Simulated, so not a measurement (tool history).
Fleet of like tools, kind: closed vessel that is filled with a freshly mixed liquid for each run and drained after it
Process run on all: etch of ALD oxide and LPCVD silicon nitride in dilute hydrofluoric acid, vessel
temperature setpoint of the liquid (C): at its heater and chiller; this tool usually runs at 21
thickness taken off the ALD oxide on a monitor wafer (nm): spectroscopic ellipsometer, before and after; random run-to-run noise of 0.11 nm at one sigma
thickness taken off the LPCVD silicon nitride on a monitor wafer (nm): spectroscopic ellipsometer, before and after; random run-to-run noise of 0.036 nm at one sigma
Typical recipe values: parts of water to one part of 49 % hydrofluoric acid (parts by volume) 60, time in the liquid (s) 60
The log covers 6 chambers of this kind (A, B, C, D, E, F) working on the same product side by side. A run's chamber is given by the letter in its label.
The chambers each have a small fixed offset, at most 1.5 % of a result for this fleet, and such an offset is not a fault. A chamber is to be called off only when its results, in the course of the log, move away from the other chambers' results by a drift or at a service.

| run | hour | temperature setpoint of the liquid (C) | parts of water to one part of 49 % hydrofluoric acid (parts by volume) | time in the liquid (s) | hours since the thermometer was replaced | hours since the hydrofluoric acid flow meter was replaced | read-back film thickness of the ALD oxide reference wafer, read on the same gauge (nm) | read-back film thickness of the LPCVD silicon nitride reference wafer, read on the same gauge (nm) | thickness taken off the ALD oxide on a monitor wafer (nm) | thickness taken off the LPCVD silicon nitride on a monitor wafer (nm) |
|---|---|---|---|---|---|---|---|---|---|---|
| 1D | 5.3 | 21 | 60 | 60 | 621.8 | 349.4 | 50.012 | 140 | 13.214 | 0.42908 |
| 2A | 13.3 | 21 | 60 | 60 | 89.9 | 1260.5 | 49.997 | 139.99 | 13.448 | 0.41961 |
|  | 15.9 | chamber C: hydrofluoric acid flow meter replaced |
| 3C | 20.8 | 21 | 60 | 60 | 957.5 | 5 | 49.99 | 140.02 | 13.358 | 0.37534 |
| 4B | 26.8 | 21 | 60 | 60 | 972.5 | 178.2 | 49.99 | 139.99 | 13.43 | 0.35755 |
| 5F | 31.6 | 21 | 60 | 60 | 2046 | 1769.5 | 49.983 | 139.99 | 13.451 | 0.40625 |
| 6E | 36.6 | 23.5 | 60 | 60 | 525 | 2166.2 | 50.027 | 140 | 14.655 | 0.46564 |
| 7A | 42.7 | 23.5 | 60 | 60 | 119.3 | 1289.9 | 50.001 | 140.01 | 14.659 | 0.47792 |
| 8D | 47.2 | 23.5 | 60 | 60 | 663.7 | 391.3 | 50.012 | 140 | 14.749 | 0.47167 |
| 9C | 54.4 | 23.5 | 60 | 60 | 991.1 | 38.6 | 49.996 | 140.01 | 14.799 | 0.46967 |
| 10F | 58 | 23.5 | 60 | 60 | 2072.4 | 1795.9 | 50.002 | 140.01 | 14.856 | 0.48102 |
|  | 60.3 | chamber E: hydrofluoric acid flow meter replaced |
| 11E | 64.3 | 23.5 | 60 | 60 | 552.7 | 4 | 49.987 | 140.03 | 14.891 | 0.49094 |
| 12B | 70.7 | 17 | 60 | 60 | 1016.4 | 222.1 | 49.995 | 139.98 | 11.437 | 0.28674 |
| 13F | 78.2 | 17 | 60 | 60 | 2092.6 | 1816.1 | 50.003 | 139.98 | 11.221 | 0.28078 |
| 14E | 83.3 | 17 | 60 | 60 | 571.7 | 23 | 49.995 | 140.01 | 11.209 | 0.26975 |
| 15C | 88.2 | 17 | 60 | 60 | 1024.9 | 72.4 | 49.994 | 139.99 | 10.858 | 0.28498 |
| 16D | 95.7 | 17 | 60 | 60 | 712.2 | 439.8 | 50.019 | 140.02 | 11.135 | 0.26548 |
| 17A | 101.4 | 17 | 60 | 60 | 178 | 1348.6 | 50.003 | 139.97 | 11.123 | 0.25435 |
| 18B | 109.6 | 21 | 60 | 60 | 1055.3 | 261 | 50.001 | 139.98 | 13.439 | 0.36062 |
| 19B | 113.5 | 21 | 60 | 60 | 1059.2 | 264.9 | 50.004 | 139.99 | 13.607 | 0.40915 |
| 20C | 117.3 | 21 | 60 | 60 | 1054 | 101.5 | 50.012 | 139.99 | 12.736 | 0.3817 |
| 21D | 122.6 | 21 | 60 | 60 | 739.1 | 466.7 | 50.008 | 139.98 | 13.379 | 0.33511 |
| 22F | 126.3 | 21 | 60 | 60 | 2140.7 | 1864.2 | 49.986 | 140 | 13.404 | 0.35338 |
| 23A | 133.2 | 21 | 60 | 60 | 209.8 | 1380.4 | 49.994 | 139.98 | 13.514 | 0.36005 |
| 24E | 137.6 | 21 | 60 | 60 | 626 | 77.3 | 50.008 | 140 | 13.424 | 0.44322 |
|  | 140 | chamber F: thermometer replaced |
| 25B | 142.2 | 21 | 60 | 60 | 1087.9 | 293.6 | 50.017 | 139.97 | 13.518 | 0.37828 |
| 26C | 149.9 | 21 | 60 | 60 | 1086.6 | 134.1 | 50.005 | 139.99 | 12.945 | 0.35594 |
| 27F | 154.6 | 21 | 60 | 60 | 14.6 | 1892.5 | 49.999 | 140.03 | 13.348 | 0.38349 |
| 28A | 162.8 | 21 | 60 | 60 | 239.4 | 1410 | 49.993 | 140 | 13.465 | 0.35002 |
| 29D | 169.5 | 21 | 60 | 60 | 786 | 513.6 | 49.999 | 140.01 | 13.103 | 0.36974 |
| 30E | 175.6 | 21 | 60 | 60 | 664 | 115.3 | 50.01 | 140 | 13.497 | 0.30469 |
| 31C | 182.5 | 21 | 60 | 60 | 1119.2 | 166.7 | 49.98 | 140.02 | 12.614 | 0.33769 |
| 32E | 187.4 | 19 | 70 | 60 | 675.8 | 127.1 | 49.996 | 139.98 | 10.421 | 0.24107 |
| 33F | 193.7 | 19 | 70 | 60 | 53.7 | 1931.6 | 49.992 | 139.99 | 10.452 | 0.24486 |
| 34D | 199.7 | 19 | 70 | 60 | 816.2 | 543.8 | 50.013 | 139.97 | 10.333 | 0.30167 |
| 35A | 206.3 | 19 | 70 | 60 | 282.9 | 1453.5 | 50.018 | 139.99 | 10.234 | 0.29843 |
|  | 209.7 | chamber E: thermometer replaced |
| 36B | 211.1 | 19 | 70 | 60 | 1156.8 | 362.5 | 49.988 | 139.97 | 10.47 | 0.26984 |
| 37B | 219.1 | 19 | 70 | 60 | 1164.8 | 370.5 | 50 | 140.01 | 10.702 | 0.26042 |
| 38C | 223 | 21 | 60 | 60 | 1159.7 | 207.2 | 50.019 | 140.02 | 12.324 | 0.31752 |
| 39A | 229.7 | 21 | 60 | 60 | 306.3 | 1476.9 | 50.007 | 139.99 | 13.481 | 0.35816 |
| 40D | 233.3 | 21 | 60 | 60 | 849.8 | 577.4 | 49.992 | 139.99 | 13.072 | 0.35937 |
| 41E | 241.6 | 18 | 40 | 60 | 31.9 | 181.3 | 50.021 | 139.99 | 18.103 | 0.45746 |
| 42F | 245.2 | 18 | 40 | 60 | 105.2 | 1983.1 | 50.004 | 140.01 | 17.659 | 0.44802 |
| 43F | 248.9 | 18 | 40 | 60 | 108.9 | 1986.8 | 50.011 | 139.99 | 17.868 | 0.45688 |

One chamber off, gauge drift, or nothing amiss beyond the chambers' own small offsets? If it is a chamber, which one, and what is the likeliest cause?

It is chamber C that slowly wanders off from its peers.
Most likely cause: liquid colder than its thermometer reads (K) = 1.96.

Which of the 4 candidates below, each the usual settings with something changed and its results left as question marks, puts chamber C back in line with what the other chambers give on the usual settings?
In line means no further than this from the other chambers' mean on the usual settings: thickness taken off the ALD oxide on a monitor wafer (nm) 0.39; thickness taken off the LPCVD silicon nitride on a monitor wafer (nm) 0.12
| 44C-1 | 254.9 | 22 | 60 | 60 |  |  |  |  | ? | ? |
| 44C-2 | 254.9 | 23 | 60 | 60 |  |  |  |  | ? | ? |
| 44C-3 | 254.9 | 19 | 60 | 60 |  |  |  |  | ? | ? |
| 44C-4 | 254.9 | 20 | 60 | 60 |  |  |  |  | ? | ? |

The mean the other chambers reach with the usual settings: thickness taken off the ALD oxide on a monitor wafer (nm) 13.381; thickness taken off the LPCVD silicon nitride on a monitor wafer (nm) 0.37474
| run | thickness taken off the ALD oxide on a monitor wafer (nm) | thickness taken off the LPCVD silicon nitride on a monitor wafer (nm) |
|---|---|---|
| 44C-1 | 12.864 | 0.36651 |
| 44C-2 | 13.415 | 0.39265 |
| 44C-3 | 11.313 | 0.29691 |
| 44C-4 | 11.81 | 0.3186 |
With 44C-2, the chamber falls back in line with the rest.
